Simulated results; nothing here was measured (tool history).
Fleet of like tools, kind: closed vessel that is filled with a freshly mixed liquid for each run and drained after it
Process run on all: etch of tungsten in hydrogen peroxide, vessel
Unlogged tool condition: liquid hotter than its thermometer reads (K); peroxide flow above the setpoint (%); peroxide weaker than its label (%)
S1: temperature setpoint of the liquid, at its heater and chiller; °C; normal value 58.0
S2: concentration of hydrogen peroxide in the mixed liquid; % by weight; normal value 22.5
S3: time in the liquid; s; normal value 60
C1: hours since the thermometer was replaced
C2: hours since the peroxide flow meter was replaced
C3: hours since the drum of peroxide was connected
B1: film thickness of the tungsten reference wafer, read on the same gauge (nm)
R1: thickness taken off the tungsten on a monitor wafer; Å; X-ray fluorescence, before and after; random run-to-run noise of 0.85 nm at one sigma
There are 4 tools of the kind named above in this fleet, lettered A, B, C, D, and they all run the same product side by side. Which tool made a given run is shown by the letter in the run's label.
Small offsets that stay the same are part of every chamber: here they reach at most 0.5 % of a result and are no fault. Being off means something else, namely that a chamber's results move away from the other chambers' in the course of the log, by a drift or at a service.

run,hour,S1,S2,S3,C1,C2,C3,B1,R1
# hour 3.4: chamber A: new drum of peroxide connected
1B,12.0,58.0,22.5,60,1241.9,119.4,1009.8,139.94,1504.8
2A,25.8,58.0,22.5,60,2637.5,982.5,22.4,140.01,1501.8
3D,35.1,58.0,22.5,60,2734.7,1950.2,1222.7,139.95,1500.7
# hour 40.1: chamber D: peroxide flow meter replaced
4C,50.8,58.0,22.5,60,705.9,968.5,870.7,140.02,1518.0
# hour 65.0: chamber A: thermometer replaced
5D,67.1,58.0,22.5,60,2766.7,27.0,1254.7,140.03,1508.4
6C,83.2,58.0,22.5,60,738.3,1000.9,903.1,140.01,1506.1
7B,96.6,58.0,22.5,60,1326.5,204.0,1094.4,139.99,1517.0
# hour 102.3: chamber D: thermometer replaced
8A,106.2,58.0,22.5,60,41.3,1062.9,102.8,140.01,1509.5
# hour 106.7: chamber C: thermometer replaced
# hour 118.0: chamber D: new drum of peroxide connected
9D,120.8,58.0,22.5,60,18.5,80.7,2.9,139.95,1501.7
10B,135.4,58.0,22.5,60,1365.3,242.8,1133.2,139.99,1533.3
11A,143.0,58.0,22.5,95,78.1,1099.7,139.6,139.99,2393.6
12C,154.4,58.0,22.5,95,47.7,1072.1,974.3,140.02,2389.7
13B,162.2,58.0,22.5,95,1392.1,269.6,1160.0,140.03,2478.4
14A,176.9,58.0,22.5,95,112.0,1133.6,173.5,140.02,2380.5
# hour 177.0: chamber C: peroxide flow meter replaced
15C,188.2,58.0,22.5,60,81.5,11.3,1008.1,140.00,1507.6
16D,202.6,58.0,22.5,60,100.3,162.5,84.7,140.02,1499.5
17C,216.9,58.0,22.5,60,110.2,40.0,1036.8,140.01,1517.9
18D,232.1,58.0,22.5,60,129.8,192.0,114.2,139.99,1509.5
# hour 239.2: chamber C: new drum of peroxide connected
19A,246.3,58.0,22.5,60,181.4,1203.0,242.9,140.02,1506.9
20B,261.3,58.0,22.5,60,1491.2,368.7,1259.1,139.96,1602.6
21B,271.5,61.5,15.5,60,1501.4,378.9,1269.3,140.03,1608.9
22A,286.8,61.5,15.5,60,221.9,1243.5,283.4,139.96,1516.9
23D,299.4,61.5,15.5,60,197.1,259.3,181.5,139.98,1536.4
24C,307.9,61.5,15.5,60,201.2,131.0,68.8,140.04,1544.2
25D,319.9,58.0,22.5,60,217.6,279.8,202.0,140.01,1493.4
26B,328.4,58.0,22.5,60,1558.3,435.8,1326.2,139.95,1611.4
27C,343.3,58.0,22.5,60,236.6,166.4,104.2,139.97,1509.1

Does one chamber stand apart from the rest, does the shared gauge drift, or is all well apart from small per-chamber offsets? Give the chamber and the most likely cause, where there is one.

It is chamber B that slowly wanders off from its peers.
Cause: liquid hotter than its thermometer reads (K) = 1.34.

Which of the 4 candidates below, each the usual settings with something changed and its results left as question marks, puts chamber B back in line with what the other chambers give on the usual settings?
Allowed miss from the other chambers' usual-settings mean, per result, to count as in line: R1 30.0 Å
28B-1,355.0,56.0,22.0,60,,,,,?
28B-2,355.0,58.0,19.5,60,,,,,?
28B-3,355.0,58.0,29.0,60,,,,,?
28B-4,355.0,58.0,22.5,65,,,,,?

The mean the other chambers reach with the usual settings: R1 1507.6 Å
run,R1
28B-1,1428.9
28B-2,1509.3
28B-3,1843.2
28B-4,1757.4
28B-2 puts the chamber back in line with the other chambers.
